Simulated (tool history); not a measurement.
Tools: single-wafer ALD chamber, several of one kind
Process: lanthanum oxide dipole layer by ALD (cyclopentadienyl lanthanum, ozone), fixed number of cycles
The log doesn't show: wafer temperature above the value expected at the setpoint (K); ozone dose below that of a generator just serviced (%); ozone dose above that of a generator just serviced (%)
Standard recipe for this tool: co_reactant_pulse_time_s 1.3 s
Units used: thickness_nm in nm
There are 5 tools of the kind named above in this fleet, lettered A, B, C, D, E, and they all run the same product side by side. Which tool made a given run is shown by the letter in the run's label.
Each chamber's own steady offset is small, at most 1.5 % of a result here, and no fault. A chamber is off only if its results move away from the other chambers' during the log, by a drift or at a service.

run,day,co_reactant_pulse_time_s,hours since the last thermocouple change,hours since the last ozone generator service,"read-back reference wafer on the same gauge, thickness_nm",thickness_nm
1D,0.358,1.3,1151.3,533,0.52613,0.54125
2C,0.612,1.3,1010.7,927.4,0.52625,0.53862
3E,0.821,1.3,2418.4,650.9,0.52628,0.53637
# day 1.042: chamber E: ozone generator serviced
4A,1.133,1.3,332.5,236.6,0.52627,0.53513
5B,1.538,1.3,2361.2,398,0.52672,0.54207
6A,1.85,0.98,349.7,253.8,0.5268,0.49784
7D,2.096,0.98,1193,574.7,0.52655,0.50219
8B,2.458,0.98,2383.3,420.1,0.52664,0.50512
9E,2.638,0.98,2462,38.4,0.52668,0.49671
10C,2.854,0.98,1064.5,981.2,0.52703,0.5038
11B,3.221,1.3,2401.6,438.4,0.52697,0.5443
12D,3.421,1.3,1224.8,606.5,0.52695,0.54216
13E,3.633,1.3,2485.9,62.3,0.5269,0.53664
14C,4.004,1.3,1092.1,1008.8,0.52736,0.54098
15A,4.333,1.3,409.3,313.4,0.52744,0.53436
16B,4.529,1.3,2433,469.8,0.52743,0.54427
17E,4.917,1.64,2516.7,93.1,0.52743,0.55811
18D,5.15,1.64,1266.3,648,0.52774,0.56438
19C,5.404,1.64,1125.7,1042.4,0.52778,0.56348
20A,5.738,1.64,443,347.1,0.528,0.55782
# day 5.921: chamber B: thermocouple changed; heater temperature recalibrated
21A,5.996,1.64,449.2,353.3,0.52781,0.55826
22B,6.188,1.3,6.5,509.6,0.52795,0.5446
23D,6.504,1.3,1298.8,680.5,0.52819,0.54155
24E,6.821,1.3,2562.4,138.8,0.52801,0.53821
25C,7.142,1.3,1167.4,1084.1,0.52836,0.54356
26A,7.454,1.3,484.2,388.3,0.52821,0.53769
27B,7.633,1.3,41.2,544.3,0.52828,0.54461
28E,8.012,1.3,2591,167.4,0.52828,0.53617
29D,8.296,1.3,1341.8,723.5,0.52838,0.54176
30C,8.583,1.65,1202,1118.7,0.52882,0.56497
31B,8.804,1.65,69.3,572.4,0.52841,0.56715
32A,9.05,1.65,522.5,426.6,0.52885,0.55922
# day 9.121: chamber E: thermocouple changed; heater temperature recalibrated
33E,9.233,1.65,2.7,196.7,0.52904,0.55947
34C,9.638,1.65,1227.3,1144,0.52902,0.56449
35D,9.892,1.3,1380.1,761.8,0.52879,0.54256
# day 9.95: chamber D: thermocouple changed; heater temperature recalibrated
36A,10.25,1.3,551.3,455.4,0.52926,0.53742
37E,10.654,1.3,36.8,230.8,0.52919,0.53806
38B,10.979,1.3,121.5,624.6,0.52947,0.54745
39D,11.192,1.3,29.8,793,0.52937,0.54246

What goes on in this fleet: one chamber off, a drifting gauge, or nothing beyond the chambers' own small offsets? Name the chamber and the cause, if any.

Every chamber seems to shift together because the gauge that measures them all drifts; the chambers themselves are fine.
Cause: gauge reads high (%) = 0.664.
